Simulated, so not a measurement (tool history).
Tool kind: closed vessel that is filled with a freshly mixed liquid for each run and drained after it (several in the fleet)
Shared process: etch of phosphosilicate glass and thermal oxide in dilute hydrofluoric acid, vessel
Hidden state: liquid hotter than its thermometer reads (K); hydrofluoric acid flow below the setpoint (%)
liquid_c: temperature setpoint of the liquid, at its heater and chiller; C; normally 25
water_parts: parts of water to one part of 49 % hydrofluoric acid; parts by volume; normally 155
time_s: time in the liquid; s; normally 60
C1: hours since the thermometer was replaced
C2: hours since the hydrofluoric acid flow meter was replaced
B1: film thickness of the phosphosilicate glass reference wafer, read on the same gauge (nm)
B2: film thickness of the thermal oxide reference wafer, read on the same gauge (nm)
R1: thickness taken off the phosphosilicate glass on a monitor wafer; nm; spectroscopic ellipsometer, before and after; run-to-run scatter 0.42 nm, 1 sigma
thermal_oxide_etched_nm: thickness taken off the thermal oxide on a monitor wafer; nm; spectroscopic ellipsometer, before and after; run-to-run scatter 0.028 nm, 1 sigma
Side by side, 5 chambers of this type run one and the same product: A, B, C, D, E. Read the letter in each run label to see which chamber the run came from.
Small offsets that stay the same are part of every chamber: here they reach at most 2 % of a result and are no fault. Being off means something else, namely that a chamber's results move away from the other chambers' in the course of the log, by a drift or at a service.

Run 1D, day 0.179: usual settings; C1 1072.7; C2 1882.6; B1 109.99; B2 50.015. Result: R1 52.896 nm, thermal_oxide_etched_nm 1.8076 nm.
Run 2C, day 0.338: usual settings; C1 549.6; C2 778.7; B1 110.01; B2 50.003. Result: R1 52.458 nm, thermal_oxide_etched_nm 1.8110 nm.
Run 3E, day 0.488: usual settings; C1 254.3; C2 152.5; B1 109.98; B2 49.991. Result: R1 52.902 nm, thermal_oxide_etched_nm 1.8232 nm.
Run 4A, day 0.658: usual settings; C1 1353.5; C2 72.4; B1 110.04; B2 50.002. Result: R1 52.588 nm, thermal_oxide_etched_nm 1.8194 nm.
Run 5B, day 0.775: usual settings; C1 1715.9; C2 694.6; B1 109.98; B2 49.985. Result: R1 53.194 nm, thermal_oxide_etched_nm 1.8294 nm.
Run 6D, day 0.958: usual settings; C1 1091.4; C2 1901.3; B1 110.02; B2 49.994. Result: R1 52.593 nm, thermal_oxide_etched_nm 1.7788 nm.
Run 7B, day 1.092: usual settings; C1 1723.5; C2 702.2; B1 109.98; B2 49.995. Result: R1 53.800 nm, thermal_oxide_etched_nm 1.8503 nm.
Run 8A, day 1.262: usual settings; C1 1368.0; C2 86.9; B1 109.98; B2 50.019. Result: R1 51.970 nm, thermal_oxide_etched_nm 1.8169 nm.
Run 9C, day 1.404: usual settings; C1 575.2; C2 804.3; B1 109.98; B2 49.982. Result: R1 52.539 nm, thermal_oxide_etched_nm 1.7314 nm.
Run 10E, day 1.617: usual settings; C1 281.4; C2 179.6; B1 109.98; B2 49.996. Result: R1 52.633 nm, thermal_oxide_etched_nm 1.8408 nm.
Run 11D, day 1.825: usual settings; C1 1112.2; C2 1922.1; B1 109.97; B2 49.997. Result: R1 53.438 nm, thermal_oxide_etched_nm 1.8075 nm.
Run 12E, day 1.929: usual settings; C1 288.9; C2 187.1; B1 110.01; B2 50.022. Result: R1 53.034 nm, thermal_oxide_etched_nm 1.8497 nm.
Run 13A, day 2.058: usual settings; C1 1387.1; C2 106.0; B1 110.00; B2 49.996. Result: R1 52.100 nm, thermal_oxide_etched_nm 1.7957 nm.
Run 14B, day 2.258: usual settings; C1 1751.5; C2 730.2; B1 110.00; B2 50.013. Result: R1 53.335 nm, thermal_oxide_etched_nm 1.7768 nm.
Run 15C, day 2.454: usual settings; C1 600.4; C2 829.5; B1 110.02; B2 50.008. Result: R1 52.338 nm, thermal_oxide_etched_nm 1.7686 nm.
Run 16D, day 2.667: usual settings; C1 1132.4; C2 1942.3; B1 109.94; B2 49.994. Result: R1 52.604 nm, thermal_oxide_etched_nm 1.7771 nm.
Run 17A, day 2.767: usual settings; C1 1404.1; C2 123.0; B1 110.03; B2 49.993. Result: R1 53.265 nm, thermal_oxide_etched_nm 1.8245 nm.
Run 18C, day 2.925: usual settings; C1 611.7; C2 840.8; B1 109.96; B2 50.004. Result: R1 52.281 nm, thermal_oxide_etched_nm 1.7955 nm.
Run 19E, day 3.042: usual settings; C1 315.6; C2 213.8; B1 110.05; B2 49.987. Result: R1 53.357 nm, thermal_oxide_etched_nm 1.8286 nm.
Run 20B, day 3.167: usual settings; C1 1773.3; C2 752.0; B1 110.00; B2 50.019. Result: R1 53.005 nm, thermal_oxide_etched_nm 1.7959 nm.
Run 21B, day 3.288: usual settings; C1 1776.2; C2 754.9; B1 110.00; B2 49.991. Result: R1 52.575 nm, thermal_oxide_etched_nm 1.7904 nm.
Run 22C, day 3.412: usual settings; C1 623.4; C2 852.5; B1 109.96; B2 49.990. Result: R1 51.701 nm, thermal_oxide_etched_nm 1.7778 nm.
Run 23A, day 3.625: usual settings; C1 1424.7; C2 143.6; B1 109.99; B2 50.006. Result: R1 52.389 nm, thermal_oxide_etched_nm 1.8276 nm.
Run 24E, day 3.775: usual settings; C1 333.2; C2 231.4; B1 109.97; B2 49.986. Result: R1 53.800 nm, thermal_oxide_etched_nm 1.8004 nm.
Run 25D, day 3.933: usual settings; C1 1162.8; C2 1972.7; B1 109.99; B2 50.006. Result: R1 53.600 nm, thermal_oxide_etched_nm 1.7825 nm.
Run 26B, day 4.096: usual settings; C1 1795.6; C2 774.3; B1 110.00; B2 50.026. Result: R1 52.857 nm, thermal_oxide_etched_nm 1.8341 nm.
Run 27D, day 4.212: usual settings; C1 1169.5; C2 1979.4; B1 109.99; B2 49.991. Result: R1 52.502 nm, thermal_oxide_etched_nm 1.7918 nm.
Run 28A, day 4.388: usual settings; C1 1443.0; C2 161.9; B1 110.02; B2 49.989. Result: R1 52.547 nm, thermal_oxide_etched_nm 1.8017 nm.
Run 29E, day 4.488: usual settings but water_parts 95 parts by volume; C1 350.3; C2 248.5; B1 109.99; B2 50.004. Result: R1 92.408 nm, thermal_oxide_etched_nm 3.2091 nm.
Run 30C, day 4.671: usual settings but water_parts 95 parts by volume; C1 653.6; C2 882.7; B1 110.02; B2 49.992. Result: R1 90.242 nm, thermal_oxide_etched_nm 3.1631 nm.
Run 31C, day 4.838: usual settings but water_parts 95 parts by volume; C1 657.6; C2 886.7; B1 109.99; B2 50.003. Result: R1 92.029 nm, thermal_oxide_etched_nm 3.1848 nm.
Run 32E, day 4.988: usual settings but water_parts 95 parts by volume; C1 362.3; C2 260.5; B1 109.97; B2 49.992. Result: R1 93.923 nm, thermal_oxide_etched_nm 3.2023 nm.
Run 33D, day 5.200: usual settings but water_parts 95 parts by volume; C1 1193.2; C2 2003.1; B1 109.99; B2 49.975. Result: R1 91.325 nm, thermal_oxide_etched_nm 3.1394 nm.
Run 34A, day 5.321: usual settings; C1 1465.4; C2 184.3; B1 109.99; B2 49.988. Result: R1 53.356 nm, thermal_oxide_etched_nm 1.7988 nm.
Run 35B, day 5.429: usual settings; C1 1827.6; C2 806.3; B1 109.99; B2 49.984. Result: R1 52.832 nm, thermal_oxide_etched_nm 1.8011 nm.
Run 36C, day 5.554: usual settings; C1 674.8; C2 903.9; B1 110.06; B2 50.008. Result: R1 53.189 nm, thermal_oxide_etched_nm 1.7695 nm.
Run 37D, day 5.675: usual settings; C1 1204.6; C2 2014.5; B1 109.99; B2 49.996. Result: R1 52.570 nm, thermal_oxide_etched_nm 1.8156 nm.
Run 38A, day 5.779: usual settings; C1 1476.4; C2 195.3; B1 109.98; B2 49.992. Result: R1 52.492 nm, thermal_oxide_etched_nm 1.8069 nm.
Run 39B, day 5.933: usual settings; C1 1839.7; C2 818.4; B1 109.97; B2 50.023. Result: R1 52.938 nm, thermal_oxide_etched_nm 1.7974 nm.

All 5 chambers run these settings next. Forecast each chamber's results:
Run 40A, day 6.092: usual settings but water_parts 90 parts by volume. Result: R1 ?, thermal_oxide_etched_nm ?.
Run 40B, day 6.092: usual settings but water_parts 90 parts by volume. Result: R1 ?, thermal_oxide_etched_nm ?.
Run 40C, day 6.092: usual settings but water_parts 90 parts by volume. Result: R1 ?, thermal_oxide_etched_nm ?.
Run 40D, day 6.092: usual settings but water_parts 90 parts by volume. Result: R1 ?, thermal_oxide_etched_nm ?.
Run 40E, day 6.092: usual settings but water_parts 90 parts by volume. Result: R1 ?, thermal_oxide_etched_nm ?.

run      R1  thermal_oxide_etched_nm
40A  97.872                   3.3623
40B  99.925                   3.3725
40C  96.750                   3.3743
40D  97.542                   3.2986
40E  99.318                   3.2854
